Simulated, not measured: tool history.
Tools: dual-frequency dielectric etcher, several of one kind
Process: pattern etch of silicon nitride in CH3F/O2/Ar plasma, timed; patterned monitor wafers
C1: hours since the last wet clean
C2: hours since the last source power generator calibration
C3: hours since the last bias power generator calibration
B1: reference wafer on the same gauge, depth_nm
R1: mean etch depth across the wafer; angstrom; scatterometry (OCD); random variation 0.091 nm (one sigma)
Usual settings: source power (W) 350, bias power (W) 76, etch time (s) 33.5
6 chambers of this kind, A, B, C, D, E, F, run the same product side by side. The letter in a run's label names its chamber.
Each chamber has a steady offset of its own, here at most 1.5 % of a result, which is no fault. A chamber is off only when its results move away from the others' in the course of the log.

run 1A hour=11.1 | source_power_(W)=350 bias_power_(W)=76 etch_time_(s)=33.5 | C1=299.2 C2=1466.3 C3=1058.2 | B1=26.621 | R1=227.9
run 2C hour=24.9 | source_power_(W)=350 bias_power_(W)=76 etch_time_(s)=33.5 | C1=512.7 C2=3909.1 C3=1074.2 | B1=26.599 | R1=225.3
run 3E hour=34 | source_power_(W)=350 bias_power_(W)=76 etch_time_(s)=33.5 | C1=43.9 C2=3554.8 C3=789.6 | B1=26.618 | R1=226.09
run 4F hour=43.1 | source_power_(W)=350 bias_power_(W)=76 etch_time_(s)=33.5 | C1=234.6 C2=2416.2 C3=3901.1 | B1=26.584 | R1=225.45
-- hour=51.6 chamber D: wet clean of the chamber
run 5B hour=55.7 | source_power_(W)=350 bias_power_(W)=76 etch_time_(s)=33.5 | C1=116.7 C2=776.3 C3=1555.1 | B1=26.613 | R1=227.29
run 6D hour=65.4 | source_power_(W)=350 bias_power_(W)=76 etch_time_(s)=33.5 | C1=13.9 C2=1526.4 C3=2608.2 | B1=26.588 | R1=227.7
run 7B hour=73.1 | source_power_(W)=320 bias_power_(W)=76 etch_time_(s)=26 | C1=134.1 C2=793.7 C3=1572.5 | B1=26.603 | R1=169.86
run 8E hour=87.2 | source_power_(W)=320 bias_power_(W)=76 etch_time_(s)=26 | C1=97.1 C2=3608 C3=842.8 | B1=26.57 | R1=171.02
-- hour=87.6 chamber C: wet clean of the chamber
run 9F hour=99.1 | source_power_(W)=320 bias_power_(W)=76 etch_time_(s)=26 | C1=290.6 C2=2472.2 C3=3957.1 | B1=26.597 | R1=168.74
run 10C hour=113.4 | source_power_(W)=320 bias_power_(W)=76 etch_time_(s)=26 | C1=25.8 C2=3997.6 C3=1162.7 | B1=26.585 | R1=170.47
run 11D hour=123.2 | source_power_(W)=320 bias_power_(W)=76 etch_time_(s)=26 | C1=71.7 C2=1584.2 C3=2666 | B1=26.623 | R1=172.29
-- hour=133 chamber E: source power generator calibrated
run 12A hour=134.7 | source_power_(W)=320 bias_power_(W)=76 etch_time_(s)=26 | C1=422.8 C2=1589.9 C3=1181.8 | B1=26.618 | R1=171.08
run 13C hour=142.4 | source_power_(W)=350 bias_power_(W)=76 etch_time_(s)=33.5 | C1=54.8 C2=4026.6 C3=1191.7 | B1=26.582 | R1=226.53
run 14E hour=156.2 | source_power_(W)=350 bias_power_(W)=76 etch_time_(s)=33.5 | C1=166.1 C2=23.2 C3=911.8 | B1=26.599 | R1=227.21
-- hour=160.5 chamber F: wet clean of the chamber
run 15D hour=166.3 | source_power_(W)=350 bias_power_(W)=76 etch_time_(s)=33.5 | C1=114.8 C2=1627.3 C3=2709.1 | B1=26.6 | R1=227.42
run 16B hour=176.7 | source_power_(W)=350 bias_power_(W)=76 etch_time_(s)=33.5 | C1=237.7 C2=897.3 C3=1676.1 | B1=26.622 | R1=225.9
run 17A hour=187.1 | source_power_(W)=350 bias_power_(W)=76 etch_time_(s)=33.5 | C1=475.2 C2=1642.3 C3=1234.2 | B1=26.581 | R1=227.89
run 18F hour=196.7 | source_power_(W)=350 bias_power_(W)=76 etch_time_(s)=33.5 | C1=36.3 C2=2569.8 C3=4054.7 | B1=26.603 | R1=225.29
run 19B hour=207.5 | source_power_(W)=350 bias_power_(W)=76 etch_time_(s)=33.5 | C1=268.5 C2=928.1 C3=1706.9 | B1=26.594 | R1=226.67
run 20F hour=221 | source_power_(W)=350 bias_power_(W)=76 etch_time_(s)=33.5 | C1=60.6 C2=2594.1 C3=4079 | B1=26.616 | R1=223.9
run 21E hour=231.8 | source_power_(W)=350 bias_power_(W)=76 etch_time_(s)=33.5 | C1=241.7 C2=98.8 C3=987.4 | B1=26.608 | R1=227.28
run 22C hour=241.3 | source_power_(W)=350 bias_power_(W)=76 etch_time_(s)=33.5 | C1=153.7 C2=4125.5 C3=1290.6 | B1=26.598 | R1=224.59
-- hour=247.8 chamber A: wet clean of the chamber
run 23A hour=255.1 | source_power_(W)=350 bias_power_(W)=76 etch_time_(s)=33.5 | C1=7.4 C2=1710.3 C3=1302.2 | B1=26.63 | R1=215.27
run 24D hour=267.1 | source_power_(W)=350 bias_power_(W)=76 etch_time_(s)=33.5 | C1=215.6 C2=1728.1 C3=2809.9 | B1=26.58 | R1=228.8
run 25D hour=275.6 | source_power_(W)=350 bias_power_(W)=76 etch_time_(s)=33.5 | C1=224.1 C2=1736.6 C3=2818.4 | B1=26.592 | R1=227.63
run 26F hour=283.6 | source_power_(W)=350 bias_power_(W)=76 etch_time_(s)=33.5 | C1=123.2 C2=2656.7 C3=4141.6 | B1=26.588 | R1=224.31
run 27E hour=296.9 | source_power_(W)=300 bias_power_(W)=76 etch_time_(s)=30 | C1=306.8 C2=163.9 C3=1052.5 | B1=26.616 | R1=192.09
run 28C hour=305.6 | source_power_(W)=300 bias_power_(W)=76 etch_time_(s)=30 | C1=218 C2=4189.8 C3=1354.9 | B1=26.606 | R1=191.91
-- hour=311.6 chamber A: source power generator calibrated
run 29A hour=319.1 | source_power_(W)=300 bias_power_(W)=76 etch_time_(s)=30 | C1=71.4 C2=7.5 C3=1366.2 | B1=26.58 | R1=183.54
run 30B hour=332 | source_power_(W)=300 bias_power_(W)=76 etch_time_(s)=30 | C1=393 C2=1052.6 C3=1831.4 | B1=26.59 | R1=192.1
run 31A hour=345.3 | source_power_(W)=300 bias_power_(W)=76 etch_time_(s)=30 | C1=97.6 C2=33.7 C3=1392.4 | B1=26.621 | R1=182.69
-- hour=351.8 chamber C: bias power generator calibrated
run 32F hour=354.3 | source_power_(W)=300 bias_power_(W)=76 etch_time_(s)=30 | C1=193.9 C2=2727.4 C3=4212.3 | B1=26.601 | R1=189.91
run 33D hour=369.1 | source_power_(W)=350 bias_power_(W)=76 etch_time_(s)=33.5 | C1=317.6 C2=1830.1 C3=2911.9 | B1=26.6 | R1=227.52
run 34B hour=383.9 | source_power_(W)=410 bias_power_(W)=76 etch_time_(s)=38.5 | C1=444.9 C2=1104.5 C3=1883.3 | B1=26.6 | R1=276.97
run 35C hour=398.6 | source_power_(W)=410 bias_power_(W)=76 etch_time_(s)=38.5 | C1=311 C2=4282.8 C3=46.8 | B1=26.601 | R1=278.34
run 36E hour=406.7 | source_power_(W)=410 bias_power_(W)=76 etch_time_(s)=38.5 | C1=416.6 C2=273.7 C3=1162.3 | B1=26.614 | R1=276.84
run 37C hour=414.8 | source_power_(W)=410 bias_power_(W)=76 etch_time_(s)=38.5 | C1=327.2 C2=4299 C3=63 | B1=26.604 | R1=275.7
run 38B hour=424.8 | source_power_(W)=410 bias_power_(W)=76 etch_time_(s)=38.5 | C1=485.8 C2=1145.4 C3=1924.2 | B1=26.608 | R1=277.18
run 39D hour=435.2 | source_power_(W)=410 bias_power_(W)=76 etch_time_(s)=38.5 | C1=383.7 C2=1896.2 C3=2978 | B1=26.577 | R1=278.37
run 40F hour=442.2 | source_power_(W)=350 bias_power_(W)=76 etch_time_(s)=33.5 | C1=281.8 C2=2815.3 C3=4300.2 | B1=26.58 | R1=224.65
run 41A hour=454.9 | source_power_(W)=350 bias_power_(W)=76 etch_time_(s)=40.5 | C1=207.2 C2=143.3 C3=1502 | B1=26.63 | R1=263.17
run 42E hour=469.4 | source_power_(W)=350 bias_power_(W)=76 etch_time_(s)=40.5 | C1=479.3 C2=336.4 C3=1225 | B1=26.604 | R1=271.22

Next, every chamber runs the same settings. What will each give?
run 43A hour=480.5 | source_power_(W)=350 bias_power_(W)=70 etch_time_(s)=33.5 | R1=?
run 43B hour=480.5 | source_power_(W)=350 bias_power_(W)=70 etch_time_(s)=33.5 | R1=?
run 43C hour=480.5 | source_power_(W)=350 bias_power_(W)=70 etch_time_(s)=33.5 | R1=?
run 43D hour=480.5 | source_power_(W)=350 bias_power_(W)=70 etch_time_(s)=33.5 | R1=?
run 43E hour=480.5 | source_power_(W)=350 bias_power_(W)=70 etch_time_(s)=33.5 | R1=?
run 43F hour=480.5 | source_power_(W)=350 bias_power_(W)=70 etch_time_(s)=33.5 | R1=?

run=43A R1=210.32
run=43B R1=221.1
run=43C R1=220.57
run=43D R1=222.38
run=43E R1=219.9
run=43F R1=218.16
